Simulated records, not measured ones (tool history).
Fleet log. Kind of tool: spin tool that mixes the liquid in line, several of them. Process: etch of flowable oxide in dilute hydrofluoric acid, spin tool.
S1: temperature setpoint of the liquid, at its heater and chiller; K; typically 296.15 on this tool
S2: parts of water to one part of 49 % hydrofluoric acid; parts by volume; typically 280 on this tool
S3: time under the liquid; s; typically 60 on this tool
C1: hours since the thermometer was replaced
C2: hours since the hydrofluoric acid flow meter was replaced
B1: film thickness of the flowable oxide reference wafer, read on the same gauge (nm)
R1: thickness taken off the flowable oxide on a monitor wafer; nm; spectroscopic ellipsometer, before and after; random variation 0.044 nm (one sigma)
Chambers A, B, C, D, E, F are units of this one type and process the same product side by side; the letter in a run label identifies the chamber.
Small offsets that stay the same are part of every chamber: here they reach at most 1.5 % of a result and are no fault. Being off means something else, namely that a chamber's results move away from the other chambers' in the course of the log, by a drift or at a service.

run 1D hour=2.5 | S1=296.15 S2=280 S3=60 | C1=904.7 C2=34.0 | B1=110.00 | R1=10.663
run 2E hour=7.4 | S1=296.15 S2=280 S3=60 | C1=839.9 C2=38.4 | B1=109.98 | R1=10.550
run 3F hour=10.7 | S1=296.15 S2=280 S3=60 | C1=412.3 C2=1853.4 | B1=109.99 | R1=10.625
run 4B hour=13.9 | S1=296.15 S2=280 S3=60 | C1=230.0 C2=1831.7 | B1=110.03 | R1=10.664
run 5C hour=16.5 | S1=296.15 S2=280 S3=60 | C1=269.4 C2=1893.5 | B1=110.02 | R1=10.501
run 6A hour=20.3 | S1=296.15 S2=280 S3=60 | C1=326.7 C2=1221.2 | B1=109.97 | R1=10.624
run 7A hour=23.7 | S1=296.15 S2=280 S3=60 | C1=330.1 C2=1224.6 | B1=109.96 | R1=10.619
run 8F hour=29.4 | S1=296.15 S2=160 S3=30 | C1=431.0 C2=1872.1 | B1=110.01 | R1=10.588
-- hour=31.7 chamber C: hydrofluoric acid flow meter replaced
run 9E hour=34.7 | S1=296.15 S2=160 S3=30 | C1=867.2 C2=65.7 | B1=109.98 | R1=10.496
run 10B hour=40.1 | S1=296.15 S2=160 S3=30 | C1=256.2 C2=1857.9 | B1=110.02 | R1=10.659
run 11C hour=42.6 | S1=296.15 S2=160 S3=30 | C1=295.5 C2=10.9 | B1=110.00 | R1=10.415
run 12D hour=47.4 | S1=296.15 S2=160 S3=30 | C1=949.6 C2=78.9 | B1=110.04 | R1=10.624
run 13F hour=50.4 | S1=296.15 S2=160 S3=30 | C1=452.0 C2=1893.1 | B1=109.98 | R1=10.560
-- hour=50.9 chamber A: hydrofluoric acid flow meter replaced
run 14D hour=52.9 | S1=296.15 S2=280 S3=60 | C1=955.1 C2=84.4 | B1=109.98 | R1=10.731
run 15E hour=55.8 | S1=296.15 S2=280 S3=60 | C1=888.3 C2=86.8 | B1=109.99 | R1=10.519
run 16B hour=60.8 | S1=296.15 S2=280 S3=60 | C1=276.9 C2=1878.6 | B1=110.01 | R1=10.652
run 17C hour=65.2 | S1=296.15 S2=280 S3=60 | C1=318.1 C2=33.5 | B1=110.01 | R1=10.502
run 18A hour=68.1 | S1=296.15 S2=280 S3=60 | C1=374.5 C2=17.2 | B1=109.99 | R1=10.699
run 19E hour=72.5 | S1=296.15 S2=280 S3=60 | C1=905.0 C2=103.5 | B1=109.99 | R1=10.479
run 20C hour=76.1 | S1=296.15 S2=280 S3=60 | C1=329.0 C2=44.4 | B1=109.98 | R1=10.540
run 21F hour=81.2 | S1=296.15 S2=280 S3=60 | C1=482.8 C2=1923.9 | B1=109.95 | R1=10.621
run 22D hour=85.0 | S1=296.15 S2=280 S3=60 | C1=987.2 C2=116.5 | B1=110.02 | R1=10.724
run 23B hour=88.2 | S1=296.15 S2=280 S3=60 | C1=304.3 C2=1906.0 | B1=110.02 | R1=10.632
run 24A hour=90.9 | S1=296.15 S2=280 S3=60 | C1=397.3 C2=40.0 | B1=110.02 | R1=10.631
run 25C hour=93.9 | S1=296.15 S2=280 S3=80 | C1=346.8 C2=62.2 | B1=109.99 | R1=14.066
run 26A hour=98.6 | S1=296.15 S2=280 S3=80 | C1=405.0 C2=47.7 | B1=110.02 | R1=14.085
run 27B hour=102.8 | S1=296.15 S2=280 S3=80 | C1=318.9 C2=1920.6 | B1=109.99 | R1=14.193
run 28E hour=105.7 | S1=296.15 S2=280 S3=80 | C1=938.2 C2=136.7 | B1=110.00 | R1=14.024
run 29D hour=109.1 | S1=296.15 S2=280 S3=80 | C1=1011.3 C2=140.6 | B1=109.97 | R1=14.238
run 30F hour=113.8 | S1=296.15 S2=280 S3=80 | C1=515.4 C2=1956.5 | B1=110.00 | R1=14.160
run 31F hour=116.6 | S1=296.15 S2=280 S3=60 | C1=518.2 C2=1959.3 | B1=110.00 | R1=10.594
run 32C hour=121.6 | S1=296.15 S2=280 S3=60 | C1=374.5 C2=89.9 | B1=110.03 | R1=10.558
run 33B hour=124.6 | S1=296.15 S2=280 S3=60 | C1=340.7 C2=1942.4 | B1=109.99 | R1=10.608
run 34A hour=129.8 | S1=296.15 S2=280 S3=60 | C1=436.2 C2=78.9 | B1=110.01 | R1=10.636
run 35E hour=133.1 | S1=296.15 S2=280 S3=60 | C1=965.6 C2=164.1 | B1=109.99 | R1=10.433
run 36D hour=137.1 | S1=296.15 S2=280 S3=60 | C1=1039.3 C2=168.6 | B1=110.02 | R1=10.691
run 37B hour=140.2 | S1=296.15 S2=230 S3=75 | C1=356.3 C2=1958.0 | B1=109.97 | R1=17.146
run 38D hour=144.0 | S1=296.15 S2=230 S3=75 | C1=1046.2 C2=175.5 | B1=109.99 | R1=17.147
run 39C hour=148.6 | S1=296.15 S2=230 S3=75 | C1=401.5 C2=116.9 | B1=109.98 | R1=16.838
run 40A hour=153.0 | S1=296.15 S2=230 S3=75 | C1=459.4 C2=102.1 | B1=110.01 | R1=16.987

Next, every chamber runs the same settings. What will each give?
run 41A hour=157.1 | S1=296.15 S2=215 S3=60 | R1=?
run 41B hour=157.1 | S1=296.15 S2=215 S3=60 | R1=?
run 41C hour=157.1 | S1=296.15 S2=215 S3=60 | R1=?
run 41D hour=157.1 | S1=296.15 S2=215 S3=60 | R1=?
run 41E hour=157.1 | S1=296.15 S2=215 S3=60 | R1=?
run 41F hour=157.1 | S1=296.15 S2=215 S3=60 | R1=?

run=41A R1=14.707
run=41B R1=14.856
run=41C R1=14.638
run=41D R1=15.018
run=41E R1=14.655
run=41F R1=14.820

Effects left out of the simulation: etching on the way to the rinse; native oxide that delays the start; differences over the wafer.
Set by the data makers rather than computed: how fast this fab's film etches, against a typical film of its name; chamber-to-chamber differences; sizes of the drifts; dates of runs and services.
